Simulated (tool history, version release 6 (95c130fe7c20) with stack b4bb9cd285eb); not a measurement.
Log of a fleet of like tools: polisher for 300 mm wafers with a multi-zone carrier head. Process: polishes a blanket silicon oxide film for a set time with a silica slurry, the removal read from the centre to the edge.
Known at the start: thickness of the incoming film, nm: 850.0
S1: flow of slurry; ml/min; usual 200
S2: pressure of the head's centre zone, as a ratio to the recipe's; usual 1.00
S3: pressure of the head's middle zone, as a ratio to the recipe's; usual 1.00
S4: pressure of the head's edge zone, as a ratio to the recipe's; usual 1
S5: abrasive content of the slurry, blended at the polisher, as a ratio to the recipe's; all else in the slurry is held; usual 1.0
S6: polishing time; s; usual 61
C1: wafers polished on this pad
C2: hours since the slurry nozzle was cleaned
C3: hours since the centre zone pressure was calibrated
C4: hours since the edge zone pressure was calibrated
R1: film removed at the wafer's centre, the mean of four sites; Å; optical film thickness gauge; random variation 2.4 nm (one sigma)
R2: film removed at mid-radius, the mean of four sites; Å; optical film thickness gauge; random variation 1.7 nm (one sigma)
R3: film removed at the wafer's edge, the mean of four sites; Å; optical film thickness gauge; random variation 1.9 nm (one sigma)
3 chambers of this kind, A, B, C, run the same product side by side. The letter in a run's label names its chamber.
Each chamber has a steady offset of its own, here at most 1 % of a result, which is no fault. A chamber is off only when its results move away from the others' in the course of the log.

{"run": "1B", "hour": 3.5, "S1": 200, "S2": 1.0, "S3": 1.0, "S4": 1, "S5": 1.0, "S6": 61, "C1": 327, "C2": 174.9, "C3": 527.5, "C4": 216.1, "R1": 2335.7, "R2": 2367.5, "R3": 2343.7}
{"hour": 6.1, "done": "chamber B: centre zone pressure recalibrated"}
{"run": "2A", "hour": 6.5, "S1": 200, "S2": 1.0, "S3": 1.0, "S4": 1, "S5": 1.0, "S6": 61, "C1": 503, "C2": 130.2, "C3": 699.8, "C4": 389.9, "R1": 2320.7, "R2": 2338.0, "R3": 2314.1}
{"run": "3C", "hour": 9.0, "S1": 200, "S2": 1.0, "S3": 1.0, "S4": 1, "S5": 1.0, "S6": 61, "C1": 460, "C2": 112.2, "C3": 184.3, "C4": 970.7, "R1": 2304.3, "R2": 2359.8, "R3": 2307.5}
{"run": "4B", "hour": 11.5, "S1": 200, "S2": 1.0, "S3": 1.0, "S4": 1, "S5": 1.0, "S6": 61, "C1": 389, "C2": 182.9, "C3": 5.4, "C4": 224.1, "R1": 2385.3, "R2": 2341.7, "R3": 2318.3}
{"run": "5A", "hour": 13.8, "S1": 200, "S2": 1.0, "S3": 1.0, "S4": 1, "S5": 1.0, "S6": 61, "C1": 560, "C2": 137.5, "C3": 707.1, "C4": 397.2, "R1": 2343.4, "R2": 2337.0, "R3": 2311.5}
{"run": "6C", "hour": 16.3, "S1": 200, "S2": 1.0, "S3": 1.0, "S4": 1, "S5": 1.0, "S6": 61, "C1": 516, "C2": 119.5, "C3": 191.6, "C4": 978.0, "R1": 2293.0, "R2": 2356.7, "R3": 2309.3}
{"run": "7C", "hour": 20.7, "S1": 200, "S2": 1.0, "S3": 1.0, "S4": 1, "S5": 1.0, "S6": 61, "C1": 550, "C2": 123.9, "C3": 196.0, "C4": 982.4, "R1": 2330.0, "R2": 2328.6, "R3": 2283.9}
{"hour": 22.0, "done": "chamber C: worn pad replaced by a new one"}
{"run": "8A", "hour": 23.1, "S1": 200, "S2": 1.0, "S3": 1.0, "S4": 1, "S5": 1.0, "S6": 61, "C1": 631, "C2": 146.8, "C3": 716.4, "C4": 406.5, "R1": 2299.3, "R2": 2340.7, "R3": 2322.3}
{"run": "9B", "hour": 26.6, "S1": 200, "S2": 1.0, "S3": 1.0, "S4": 1, "S5": 1.0, "S6": 61, "C1": 505, "C2": 198.0, "C3": 20.5, "C4": 239.2, "R1": 2296.1, "R2": 2316.6, "R3": 2318.7}
{"run": "10A", "hour": 30.1, "S1": 200, "S2": 1.0, "S3": 1.0, "S4": 1, "S5": 1.0, "S6": 61, "C1": 685, "C2": 153.8, "C3": 723.4, "C4": 413.5, "R1": 2326.6, "R2": 2302.9, "R3": 2336.5}
{"run": "11C", "hour": 33.4, "S1": 200, "S2": 0.96, "S3": 0.89, "S4": 1, "S5": 1.0, "S6": 61, "C1": 87, "C2": 136.6, "C3": 208.7, "C4": 995.1, "R1": 2186.4, "R2": 2063.9, "R3": 2325.4}
{"run": "12B", "hour": 35.6, "S1": 200, "S2": 0.96, "S3": 0.89, "S4": 1, "S5": 1.0, "S6": 61, "C1": 574, "C2": 207.0, "C3": 29.5, "C4": 248.2, "R1": 2256.9, "R2": 2062.5, "R3": 2301.3}
{"run": "13C", "hour": 39.4, "S1": 200, "S2": 0.96, "S3": 0.89, "S4": 1, "S5": 1.0, "S6": 61, "C1": 133, "C2": 142.6, "C3": 214.7, "C4": 1001.1, "R1": 2194.4, "R2": 2065.8, "R3": 2294.6}
{"run": "14B", "hour": 44.2, "S1": 200, "S2": 1.0, "S3": 1.0, "S4": 1, "S5": 1.0, "S6": 61, "C1": 641, "C2": 215.6, "C3": 38.1, "C4": 256.8, "R1": 2388.8, "R2": 2316.5, "R3": 2301.4}
{"run": "15A", "hour": 47.7, "S1": 200, "S2": 1.0, "S3": 1.0, "S4": 1, "S5": 1.0, "S6": 61, "C1": 821, "C2": 171.4, "C3": 741.0, "C4": 431.1, "R1": 2335.9, "R2": 2330.9, "R3": 2319.3}
{"run": "16B", "hour": 51.0, "S1": 200, "S2": 1.0, "S3": 1.0, "S4": 1, "S5": 1.0, "S6": 61, "C1": 693, "C2": 222.4, "C3": 44.9, "C4": 263.6, "R1": 2367.7, "R2": 2300.4, "R3": 2299.7}
{"hour": 52.1, "done": "chamber A: worn pad replaced by a new one"}
{"run": "17C", "hour": 54.4, "S1": 200, "S2": 1.0, "S3": 0.91, "S4": 1, "S5": 1.0, "S6": 75, "C1": 249, "C2": 157.6, "C3": 229.7, "C4": 1016.1, "R1": 2736.3, "R2": 2502.7, "R3": 2793.2}
{"run": "18A", "hour": 58.3, "S1": 200, "S2": 1.0, "S3": 0.91, "S4": 1, "S5": 1.0, "S6": 75, "C1": 48, "C2": 182.0, "C3": 751.6, "C4": 441.7, "R1": 2845.8, "R2": 2641.2, "R3": 2838.7}
{"hour": 59.6, "done": "chamber B: worn pad replaced by a new one"}
{"run": "19C", "hour": 61.5, "S1": 200, "S2": 1.0, "S3": 0.91, "S4": 1, "S5": 1.0, "S6": 75, "C1": 304, "C2": 164.7, "C3": 236.8, "C4": 1023.2, "R1": 2689.4, "R2": 2501.7, "R3": 2808.2}
{"run": "20A", "hour": 64.6, "S1": 200, "S2": 1.0, "S3": 1.0, "S4": 1, "S5": 1.0, "S6": 61, "C1": 96, "C2": 188.3, "C3": 757.9, "C4": 448.0, "R1": 2326.7, "R2": 2324.6, "R3": 2319.7}
{"run": "21B", "hour": 67.4, "S1": 200, "S2": 1.0, "S3": 1.0, "S4": 1, "S5": 1.0, "S6": 61, "C1": 60, "C2": 238.8, "C3": 61.3, "C4": 280.0, "R1": 2341.9, "R2": 2306.6, "R3": 2288.3}
{"run": "22B", "hour": 71.5, "S1": 200, "S2": 1.0, "S3": 1.0, "S4": 1, "S5": 1.0, "S6": 61, "C1": 91, "C2": 242.9, "C3": 65.4, "C4": 284.1, "R1": 2333.6, "R2": 2344.7, "R3": 2308.9}
{"run": "23A", "hour": 74.7, "S1": 200, "S2": 1.0, "S3": 1.0, "S4": 1, "S5": 1.0, "S6": 61, "C1": 174, "C2": 198.4, "C3": 768.0, "C4": 458.1, "R1": 2321.6, "R2": 2310.7, "R3": 2313.1}
{"run": "24C", "hour": 79.7, "S1": 200, "S2": 1.0, "S3": 1.0, "S4": 1, "S5": 0.8, "S6": 46, "C1": 444, "C2": 182.9, "C3": 255.0, "C4": 1041.4, "R1": 1410.3, "R2": 1454.9, "R3": 1482.1}
{"run": "25A", "hour": 81.9, "S1": 200, "S2": 1.0, "S3": 1.0, "S4": 1, "S5": 0.8, "S6": 46, "C1": 229, "C2": 205.6, "C3": 775.2, "C4": 465.3, "R1": 1575.8, "R2": 1588.5, "R3": 1561.3}

Is one chamber off against the others, does the gauge drift, or is nothing wrong? If a chamber is off, say which, and what the likeliest cause is.

Chamber C drifts away from the others.
Cause: slurry flow missing at the pad, % = 40.5.

Here are 4 candidates for chamber C's next run, each the usual settings with a change, their results left as question marks. Which one brings its results back in line with what the others give on the usual settings?
In line means no further than this from the other chambers' mean on the usual settings: R1 83.0 Å; R2 59.0 Å; R3 66.0 Å
{"run": "26C-1", "hour": 85.5, "S1": 205, "S2": 1.01, "S3": 1.01, "S4": 0.99, "S5": 1.0, "S6": 63, "R1": "?", "R2": "?", "R3": "?"}
{"run": "26C-2", "hour": 85.5, "S1": 210, "S2": 1.04, "S3": 1.02, "S4": 0.97, "S5": 1.0, "S6": 65, "R1": "?", "R2": "?", "R3": "?"}
{"run": "26C-3", "hour": 85.5, "S1": 195, "S2": 0.99, "S3": 0.99, "S4": 1.01, "S5": 1.0, "S6": 59, "R1": "?", "R2": "?", "R3": "?"}
{"run": "26C-4", "hour": 85.5, "S1": 190, "S2": 0.97, "S3": 0.98, "S4": 1.03, "S5": 1.0, "S6": 57, "R1": "?", "R2": "?", "R3": "?"}

The other chambers' mean on the usual settings: R1 2337.1 Å; R2 2337.4 Å; R3 2314.2 Å
run=26C-1 R1=2210.0 R2=2228.2 R3=2262.8
run=26C-2 R1=2368.7 R2=2332.5 R3=2318.0
run=26C-3 R1=1997.9 R2=2024.7 R3=2125.1
run=26C-4 R1=1874.0 R2=1925.7 R3=2066.1
26C-2 brings the chamber back in line.
